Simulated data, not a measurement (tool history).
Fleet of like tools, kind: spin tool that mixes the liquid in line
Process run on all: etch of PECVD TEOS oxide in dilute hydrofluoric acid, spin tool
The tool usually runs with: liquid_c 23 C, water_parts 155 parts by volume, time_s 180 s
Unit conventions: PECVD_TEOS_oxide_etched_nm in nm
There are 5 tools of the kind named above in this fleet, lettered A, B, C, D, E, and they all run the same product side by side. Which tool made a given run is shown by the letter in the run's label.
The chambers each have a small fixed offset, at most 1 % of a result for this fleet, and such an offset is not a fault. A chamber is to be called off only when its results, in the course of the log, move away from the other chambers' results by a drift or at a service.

run   hour  liquid_c  water_parts  time_s  read-back film thickness of the PECVD TEOS oxide reference wafer, read on the same gauge (nm)  PECVD_TEOS_oxide_etched_nm
 1B    9.9        23          155     180                                                                                         30.004                      8.8674
 2A   19.2        23          155     180                                                                                         29.999                      8.9616
 3E   32.6        23          155     180                                                                                         30.001                      8.8277
      34.8  -- chamber E: hydrofluoric acid flow meter replaced
      40.3  -- chamber C: thermometer replaced
 4C   44.6        23          155     180                                                                                         29.980                      8.8501
      47.6  -- chamber D: thermometer replaced
 5D   57.9        23          155     180                                                                                         30.013                      8.8308
 6D   69.2        23          155     180                                                                                         29.993                      8.8800
 7A   84.9        23          155     180                                                                                         30.000                      8.9118
 8B   99.1        23          155     180                                                                                         29.998                      8.9662
 9E  109.3        23          155     180                                                                                         30.025                      8.8087
10C  116.6        23          155     180                                                                                         29.989                      8.9826
     119.8  -- chamber D: hydrofluoric acid flow meter replaced
11C  130.2        23          155     135                                                                                         29.998                      6.6753
12A  137.9        23          155     135                                                                                         30.001                      6.5295
13D  145.4        23          155     135                                                                                         30.002                      6.7063
14E  154.5        23          155     135                                                                                         30.005                      6.6813
15B  167.2        23          155     135                                                                                         29.998                      6.7030
16B  174.2        23          155     180                                                                                         29.995                      8.8926
17C  185.6        23          155     180                                                                                         30.000                      8.9291
18D  193.3        23          155     180                                                                                         30.003                      8.9690
19E  209.0        23          155     180                                                                                         30.013                      8.7585
20A  224.6        23          155     180                                                                                         29.986                      8.7196
21E  238.9        23          155     180                                                                                         30.000                      8.8493
22C  249.5        23          155     180                                                                                         30.006                      8.8484
23A  258.5        23          155     180                                                                                         29.996                      8.5482
24B  272.2        27          155     245                                                                                         30.009                     14.0360
25D  282.3        27          155     245                                                                                         30.018                     14.1510
26B  294.3        27          155     245                                                                                         29.992                     13.9080
     297.4  -- chamber A: thermometer replaced
27A  307.7        27          155     245                                                                                         30.018                     13.3350
28C  321.3        27          155     245                                                                                         30.030                     14.0470
29E  336.4        23          155     180                                                                                         29.989                      8.8152
30D  343.9        23          155     180                                                                                         29.999                      8.9920
31D  356.0        23          155     180                                                                                         30.004                      8.8387
32B  366.3        23          155     180                                                                                         30.023                      8.7946
33A  379.9        23          155     180                                                                                         30.018                      8.3619
34E  395.2        23          155     180                                                                                         30.007                      8.7254

The same settings go to every chamber for the next run, one line per chamber below. Forecast the results for each:
35A  406.5        23          155     180                                                                                                                          ?
35B  406.5        23          155     180                                                                                                                          ?
35C  406.5        23          155     180                                                                                                                          ?
35D  406.5        23          155     180                                                                                                                          ?
35E  406.5        23          155     180                                                                                                                          ?

run  PECVD_TEOS_oxide_etched_nm
35A                      8.3681
35B                      8.8782
35C                      8.9418
35D                      8.8949
35E                      8.8717
